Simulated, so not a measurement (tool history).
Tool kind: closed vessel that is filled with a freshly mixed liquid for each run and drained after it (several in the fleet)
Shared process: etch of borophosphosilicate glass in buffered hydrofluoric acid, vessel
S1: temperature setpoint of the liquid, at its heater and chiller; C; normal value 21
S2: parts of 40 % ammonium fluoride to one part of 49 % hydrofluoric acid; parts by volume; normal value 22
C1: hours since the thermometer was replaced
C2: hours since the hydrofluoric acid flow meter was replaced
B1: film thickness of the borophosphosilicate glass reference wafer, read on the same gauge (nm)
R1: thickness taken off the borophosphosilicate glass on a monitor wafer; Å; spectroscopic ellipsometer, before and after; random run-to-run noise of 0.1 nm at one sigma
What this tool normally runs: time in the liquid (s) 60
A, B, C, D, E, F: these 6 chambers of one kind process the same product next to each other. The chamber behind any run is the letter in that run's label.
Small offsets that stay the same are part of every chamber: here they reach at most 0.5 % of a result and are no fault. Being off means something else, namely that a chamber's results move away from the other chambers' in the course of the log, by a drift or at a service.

Run 1D, hour 4.2: usual settings; C1 1670.8; C2 1380.4; B1 99.97. Result: R1 300.21 Å.
Run 2F, hour 7.6: usual settings; C1 514.6; C2 977.1; B1 100. Result: R1 301.37 Å.
Run 3B, hour 10.1: usual settings; C1 2049.9; C2 399.2; B1 100.01. Result: R1 300.42 Å.
Run 4A, hour 13.5: usual settings; C1 252.3; C2 265.4; B1 100. Result: R1 303.62 Å.
Run 5E, hour 18.3: usual settings; C1 107.8; C2 174.8; B1 100. Result: R1 301.48 Å.
At hour 18.4: chamber D: thermometer replaced.
Run 6C, hour 22.4: usual settings; C1 706.9; C2 290.3; B1 99.976. Result: R1 301.33 Å.
Run 7C, hour 26: usual settings; C1 710.5; C2 293.9; B1 99.992. Result: R1 299.44 Å.
Run 8A, hour 31.1: usual settings; C1 269.9; C2 283; B1 100.04. Result: R1 302.09 Å.
Run 9F, hour 36.1: usual settings; C1 543.1; C2 1005.6; B1 100. Result: R1 302.56 Å.
Run 10B, hour 41.1: usual settings; C1 2080.9; C2 430.2; B1 100.02. Result: R1 301.34 Å.
Run 11E, hour 44.2: usual settings but S2 15 parts by volume, time in the liquid (s) 40; C1 133.7; C2 200.7; B1 100. Result: R1 284.39 Å.
Run 12D, hour 46.5: usual settings but S2 15 parts by volume, time in the liquid (s) 40; C1 28.1; C2 1422.7; B1 99.996. Result: R1 284.82 Å.
Run 13B, hour 50.4: usual settings but S2 15 parts by volume, time in the liquid (s) 40; C1 2090.2; C2 439.5; B1 100. Result: R1 283.04 Å.
Run 14F, hour 53: usual settings but S2 15 parts by volume, time in the liquid (s) 40; C1 560; C2 1022.5; B1 100. Result: R1 283.01 Å.
Run 15C, hour 57.5: usual settings but S2 15 parts by volume, time in the liquid (s) 40; C1 742; C2 325.4; B1 100.01. Result: R1 283.82 Å.
Run 16A, hour 61.1: usual settings but S2 15 parts by volume, time in the liquid (s) 40; C1 299.9; C2 313; B1 99.999. Result: R1 284.5 Å.
Run 17E, hour 66: usual settings but S1 17.5 C, time in the liquid (s) 85; C1 155.5; C2 222.5; B1 99.976. Result: R1 353.62 Å.
Run 18D, hour 70.1: usual settings but S1 17.5 C, time in the liquid (s) 85; C1 51.7; C2 1446.3; B1 99.987. Result: R1 347.94 Å.
Run 19F, hour 75.1: usual settings but S1 17.5 C, time in the liquid (s) 85; C1 582.1; C2 1044.6; B1 100.02. Result: R1 353.11 Å.
Run 20E, hour 77.7: usual settings but S1 17.5 C, time in the liquid (s) 85; C1 167.2; C2 234.2; B1 99.997. Result: R1 354.71 Å.
Run 21A, hour 81.2: usual settings but S1 17.5 C, time in the liquid (s) 85; C1 320; C2 333.1; B1 100.03. Result: R1 350.58 Å.
At hour 83.8: chamber D: hydrofluoric acid flow meter replaced.
Run 22D, hour 84.3: usual settings but S1 17.5 C, time in the liquid (s) 85; C1 65.9; C2 0.5; B1 99.978. Result: R1 349.38 Å.
Run 23C, hour 88.7: usual settings; C1 773.2; C2 356.6; B1 100. Result: R1 302.35 Å.
Run 24B, hour 91.8: usual settings; C1 2131.6; C2 480.9; B1 100.01. Result: R1 301.62 Å.
Run 25A, hour 94.6: usual settings but S2 28 parts by volume, time in the liquid (s) 90; C1 333.4; C2 346.5; B1 99.997. Result: R1 381.28 Å.
Run 26D, hour 97.4: usual settings but S2 28 parts by volume, time in the liquid (s) 90; C1 79; C2 13.6; B1 100.02. Result: R1 378.28 Å.
Run 27B, hour 102.4: usual settings but S2 28 parts by volume, time in the liquid (s) 90; C1 2142.2; C2 491.5; B1 100.02. Result: R1 385.3 Å.
Run 28C, hour 105.2: usual settings but S2 28 parts by volume, time in the liquid (s) 90; C1 789.7; C2 373.1; B1 100.01. Result: R1 383.41 Å.
Run 29E, hour 107.7: usual settings but S2 28 parts by volume, time in the liquid (s) 90; C1 197.2; C2 264.2; B1 100.05. Result: R1 386.92 Å.
Run 30F, hour 110.4: usual settings but S2 28 parts by volume, time in the liquid (s) 90; C1 617.4; C2 1079.9; B1 99.988. Result: R1 380.86 Å.
Run 31F, hour 114.7: usual settings; C1 621.7; C2 1084.2; B1 100.03. Result: R1 300.03 Å.
Run 32D, hour 117.6: usual settings but S1 23 C, S2 14 parts by volume; C1 99.2; C2 33.8; B1 100.01. Result: R1 511.19 Å.
Run 33C, hour 122.6: usual settings but S1 23 C, S2 14 parts by volume; C1 807.1; C2 390.5; B1 99.941. Result: R1 504.64 Å.
Run 34A, hour 125: usual settings but S1 23 C, S2 14 parts by volume; C1 363.8; C2 376.9; B1 99.984. Result: R1 513.14 Å.
Run 35E, hour 128.7: usual settings but S1 23 C, S2 14 parts by volume; C1 218.2; C2 285.2; B1 100. Result: R1 530.16 Å.
Run 36B, hour 132.1: usual settings but S1 23 C, S2 14 parts by volume; C1 2171.9; C2 521.2; B1 99.982. Result: R1 502.13 Å.
Run 37B, hour 136.8: usual settings but S1 23 C, S2 14 parts by volume; C1 2176.6; C2 525.9; B1 99.972. Result: R1 503.65 Å.
Run 38E, hour 140.4: usual settings; C1 229.9; C2 296.9; B1 99.978. Result: R1 310.31 Å.
Run 39D, hour 144.4: usual settings; C1 126; C2 60.6; B1 100.03. Result: R1 300.1 Å.
Run 40F, hour 148.6: usual settings; C1 655.6; C2 1118.1; B1 100. Result: R1 300.15 Å.
Run 41A, hour 154: usual settings; C1 392.8; C2 405.9; B1 99.997. Result: R1 301.15 Å.
Run 42C, hour 157.1: usual settings; C1 841.6; C2 425; B1 99.987. Result: R1 301.49 Å.

One chamber off, gauge drift, or nothing amiss beyond the chambers' own small offsets? If it is a chamber, which one, and what is the likeliest cause?

Chamber E drifts away from the others.
What lies behind it: hydrofluoric acid flow above the setpoint (%) = 4.56.
The log may not tell that from: liquid hotter than its thermometer reads (K).

Below are 4 candidate recipes for chamber E's next run, each the usual settings with a change, their results shown as question marks. Which of them brings E's results back in line with what the other chambers give on the usual settings?
Allowed miss from the other chambers' usual-settings mean, per result, to count as in line: R1 3.7 Å
Run 43E-1, hour 161: usual settings but S2 21.5 parts by volume. Result: R1 ?.
Run 43E-2, hour 161: usual settings but S2 21 parts by volume. Result: R1 ?.
Run 43E-3, hour 161: usual settings but S2 23 parts by volume. Result: R1 ?.
Run 43E-4, hour 161: usual settings but S2 22.5 parts by volume. Result: R1 ?.

On the usual settings, the other chambers give on average: R1 300.52 Å
  run      R1
43E-1  316.25
43E-2  321.46
43E-3  301.75
43E-4   306.4
43E-3 brings the chamber back in line.
